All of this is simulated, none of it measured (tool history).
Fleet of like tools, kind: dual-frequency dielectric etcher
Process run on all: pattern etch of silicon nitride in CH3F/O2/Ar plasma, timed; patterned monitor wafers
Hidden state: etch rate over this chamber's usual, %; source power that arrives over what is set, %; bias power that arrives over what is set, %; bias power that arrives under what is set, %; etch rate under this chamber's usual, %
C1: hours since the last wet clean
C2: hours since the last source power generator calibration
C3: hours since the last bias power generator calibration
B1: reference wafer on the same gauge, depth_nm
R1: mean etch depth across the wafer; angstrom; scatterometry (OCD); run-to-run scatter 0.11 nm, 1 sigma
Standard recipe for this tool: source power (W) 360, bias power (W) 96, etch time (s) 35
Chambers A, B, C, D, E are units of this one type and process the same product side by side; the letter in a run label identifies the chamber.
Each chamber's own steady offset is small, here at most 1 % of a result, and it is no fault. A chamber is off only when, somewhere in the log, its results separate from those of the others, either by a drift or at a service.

Run 1A, day 0.371: usual settings; C1 279.3; C2 2015.1; C3 2595.9; B1 24.110. Result: R1 262.54 angstrom.
Run 2E, day 0.754: usual settings; C1 530.7; C2 3963.3; C3 2614.3; B1 24.098. Result: R1 261.24 angstrom.
Run 3B, day 1.329: usual settings; C1 33.0; C2 3362.2; C3 3003.6; B1 24.098. Result: R1 259.59 angstrom.
At day 1.625: chamber A: source power generator calibrated.
Run 4D, day 1.758: usual settings; C1 471.0; C2 2462.0; C3 1277.9; B1 24.081. Result: R1 260.94 angstrom.
At day 2.042: chamber D: wet clean of the chamber.
Run 5C, day 2.054: usual settings; C1 330.1; C2 1642.3; C3 966.2; B1 24.096. Result: R1 263.18 angstrom.
Run 6C, day 2.546: usual settings; C1 341.9; C2 1654.1; C3 978.0; B1 24.085. Result: R1 260.52 angstrom.
Run 7D, day 3.188: usual settings; C1 27.5; C2 2496.3; C3 1312.2; B1 24.095. Result: R1 262.79 angstrom.
At day 3.200: chamber E: wet clean of the chamber.
Run 8B, day 3.633: usual settings; C1 88.3; C2 3417.5; C3 3058.9; B1 24.119. Result: R1 260.59 angstrom.
Run 9E, day 4.204: usual settings but source power (W) 310; C1 24.1; C2 4046.1; C3 2697.1; B1 24.107. Result: R1 247.44 angstrom.
Run 10A, day 4.779: usual settings but source power (W) 310; C1 385.1; C2 75.8; C3 2701.7; B1 24.092. Result: R1 247.08 angstrom.
Run 11D, day 5.188: usual settings but source power (W) 310; C1 75.5; C2 2544.3; C3 1360.2; B1 24.100. Result: R1 247.90 angstrom.
At day 5.488: chamber C: wet clean of the chamber.
Run 12A, day 5.817: usual settings but source power (W) 310; C1 410.0; C2 100.7; C3 2726.6; B1 24.103. Result: R1 246.47 angstrom.
Run 13E, day 6.212: usual settings but source power (W) 310; C1 72.3; C2 4094.3; C3 2745.3; B1 24.122. Result: R1 249.86 angstrom.
Run 14B, day 6.721: usual settings; C1 162.4; C2 3491.6; C3 3133.0; B1 24.116. Result: R1 261.11 angstrom.
Run 15C, day 7.117: usual settings; C1 39.1; C2 1763.8; C3 1087.7; B1 24.091. Result: R1 269.90 angstrom.
Run 16D, day 7.667: usual settings; C1 135.0; C2 2603.8; C3 1419.7; B1 24.092. Result: R1 261.13 angstrom.
Run 17C, day 8.300: usual settings; C1 67.5; C2 1792.2; C3 1116.1; B1 24.116. Result: R1 270.55 angstrom.
Run 18E, day 8.867: usual settings; C1 136.0; C2 4158.0; C3 2809.0; B1 24.097. Result: R1 260.42 angstrom.
Run 19A, day 9.450: usual settings; C1 497.2; C2 187.9; C3 2813.8; B1 24.105. Result: R1 262.24 angstrom.
At day 9.562: chamber B: source power generator calibrated.
Run 20B, day 10.017: usual settings; C1 241.5; C2 11.0; C3 3212.1; B1 24.111. Result: R1 261.08 angstrom.
Run 21C, day 10.308: usual settings; C1 115.7; C2 1840.4; C3 1164.3; B1 24.103. Result: R1 271.75 angstrom.
Run 22E, day 10.900: usual settings; C1 184.8; C2 4206.8; C3 2857.8; B1 24.130. Result: R1 261.95 angstrom.
Run 23A, day 11.225: usual settings; C1 539.8; C2 230.5; C3 2856.4; B1 24.121. Result: R1 260.25 angstrom.
Run 24B, day 11.783: usual settings; C1 283.9; C2 53.4; C3 3254.5; B1 24.104. Result: R1 261.84 angstrom.
At day 12.117: chamber A: wet clean of the chamber.
Run 25D, day 12.425: usual settings; C1 249.2; C2 2718.0; C3 1533.9; B1 24.085. Result: R1 261.11 angstrom.
Run 26D, day 13.004: usual settings; C1 263.1; C2 2731.9; C3 1547.8; B1 24.086. Result: R1 260.77 angstrom.
Run 27C, day 13.404: usual settings; C1 190.0; C2 1914.7; C3 1238.6; B1 24.076. Result: R1 271.26 angstrom.
Run 28B, day 13.683: usual settings; C1 329.5; C2 99.0; C3 3300.1; B1 24.096. Result: R1 261.12 angstrom.
Run 29A, day 14.204: usual settings; C1 50.2; C2 302.0; C3 2927.9; B1 24.093. Result: R1 260.17 angstrom.
Run 30E, day 14.512: usual settings; C1 271.5; C2 4293.5; C3 2944.5; B1 24.096. Result: R1 264.31 angstrom.

For the next run the whole fleet of 5 chambers uses the same settings. Give each chamber's results:
Run 31A, day 14.975: usual settings. Result: R1 ?.
Run 31B, day 14.975: usual settings. Result: R1 ?.
Run 31C, day 14.975: usual settings. Result: R1 ?.
Run 31D, day 14.975: usual settings. Result: R1 ?.
Run 31E, day 14.975: usual settings. Result: R1 ?.

run      R1
31A  261.54
31B  260.96
31C  269.41
31D  260.74
31E  263.74

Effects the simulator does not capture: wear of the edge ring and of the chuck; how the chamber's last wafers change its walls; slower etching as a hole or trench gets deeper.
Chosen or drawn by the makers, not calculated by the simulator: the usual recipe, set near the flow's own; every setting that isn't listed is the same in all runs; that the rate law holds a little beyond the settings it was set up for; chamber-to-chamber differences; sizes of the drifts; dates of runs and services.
